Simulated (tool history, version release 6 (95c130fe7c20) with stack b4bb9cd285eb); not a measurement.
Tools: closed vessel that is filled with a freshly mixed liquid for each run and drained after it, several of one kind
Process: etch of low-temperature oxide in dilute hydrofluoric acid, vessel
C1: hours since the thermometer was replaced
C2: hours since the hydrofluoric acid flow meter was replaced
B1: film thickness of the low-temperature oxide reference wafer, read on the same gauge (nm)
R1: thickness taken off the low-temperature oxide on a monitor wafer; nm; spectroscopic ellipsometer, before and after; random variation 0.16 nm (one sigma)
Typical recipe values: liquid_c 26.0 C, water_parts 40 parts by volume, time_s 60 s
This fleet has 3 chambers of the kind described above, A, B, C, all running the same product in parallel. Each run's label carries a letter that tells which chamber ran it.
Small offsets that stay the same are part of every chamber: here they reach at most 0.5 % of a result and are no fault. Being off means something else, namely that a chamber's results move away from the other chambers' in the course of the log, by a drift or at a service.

Run 1A, hour 11.8: usual settings; C1 1292.9; C2 1369.7; B1 139.99. Result: R1 39.669 nm.
Run 2B, hour 20.1: usual settings; C1 1540.7; C2 1576.1; B1 140.02. Result: R1 39.542 nm.
Run 3C, hour 33.1: usual settings; C1 976.7; C2 511.8; B1 139.99. Result: R1 39.812 nm.
Run 4A, hour 43.6: usual settings; C1 1324.7; C2 1401.5; B1 139.99. Result: R1 40.100 nm.
Run 5B, hour 56.7: usual settings; C1 1577.3; C2 1612.7; B1 140.02. Result: R1 39.543 nm.
Run 6C, hour 65.5: usual settings; C1 1009.1; C2 544.2; B1 140.02. Result: R1 39.840 nm.
Run 7A, hour 72.1: usual settings; C1 1353.2; C2 1430.0; B1 139.99. Result: R1 39.877 nm.
Run 8B, hour 82.5: usual settings; C1 1603.1; C2 1638.5; B1 139.99. Result: R1 39.933 nm.
Run 9C, hour 91.3: usual settings; C1 1034.9; C2 570.0; B1 140.00. Result: R1 39.433 nm.
Run 10C, hour 99.7: usual settings but liquid_c 23.5 C; C1 1043.3; C2 578.4; B1 140.01. Result: R1 35.759 nm.
Run 11A, hour 106.1: usual settings but liquid_c 23.5 C; C1 1387.2; C2 1464.0; B1 140.00. Result: R1 35.854 nm.
Run 12B, hour 116.9: usual settings but liquid_c 23.5 C; C1 1637.5; C2 1672.9; B1 140.04. Result: R1 35.686 nm.
Run 13A, hour 126.7: usual settings; C1 1407.8; C2 1484.6; B1 139.97. Result: R1 39.692 nm.
At hour 134.2: chamber B: hydrofluoric acid flow meter replaced.
Run 14B, hour 139.0: usual settings but water_parts 60 parts by volume; C1 1659.6; C2 4.9; B1 140.01. Result: R1 25.506 nm.
At hour 147.7: chamber C: hydrofluoric acid flow meter replaced.
Run 15C, hour 151.6: usual settings but water_parts 60 parts by volume; C1 1095.2; C2 4.0; B1 140.00. Result: R1 25.193 nm.
Run 16C, hour 164.6: usual settings but water_parts 60 parts by volume; C1 1108.2; C2 17.0; B1 140.00. Result: R1 24.883 nm.
Run 17A, hour 171.0: usual settings; C1 1452.1; C2 1528.9; B1 140.04. Result: R1 39.826 nm.
Run 18B, hour 182.4: usual settings; C1 1703.0; C2 48.3; B1 139.98. Result: R1 39.410 nm.
Run 19A, hour 188.2: usual settings; C1 1469.3; C2 1546.1; B1 139.98. Result: R1 39.661 nm.
Run 20C, hour 194.9: usual settings; C1 1138.5; C2 47.3; B1 140.01. Result: R1 38.075 nm.

Has any chamber moved away from the others, gradually or after a service, or does the common gauge drift, or do the chambers differ only by their own small steady offsets? State the chamber and the most likely cause if one applies.

Little by little, chamber C moves away from the other chambers.
Cause: liquid colder than its thermometer reads (K) = 1.05.

Below are 4 candidate recipes for chamber C's next run, each the usual settings with a change, their results shown as question marks. Which of them brings C's results back in line with what the other chambers give on the usual settings?
A result is in line if it is within this distance of the other chambers' mean on the usual settings: R1 0.550 nm
Run 21C-1, hour 204.4: usual settings but liquid_c 25.5 C. Result: R1 ?.
Run 21C-2, hour 204.4: usual settings but liquid_c 25.0 C. Result: R1 ?.
Run 21C-3, hour 204.4: usual settings but liquid_c 26.5 C. Result: R1 ?.
Run 21C-4, hour 204.4: usual settings but liquid_c 27.0 C. Result: R1 ?.

Other chambers, usual settings, mean: R1 39.619 nm
  run      R1
21C-1  37.112
21C-2  36.366
21C-3  38.672
21C-4  39.456
With 21C-4, the chamber falls back in line with the rest.
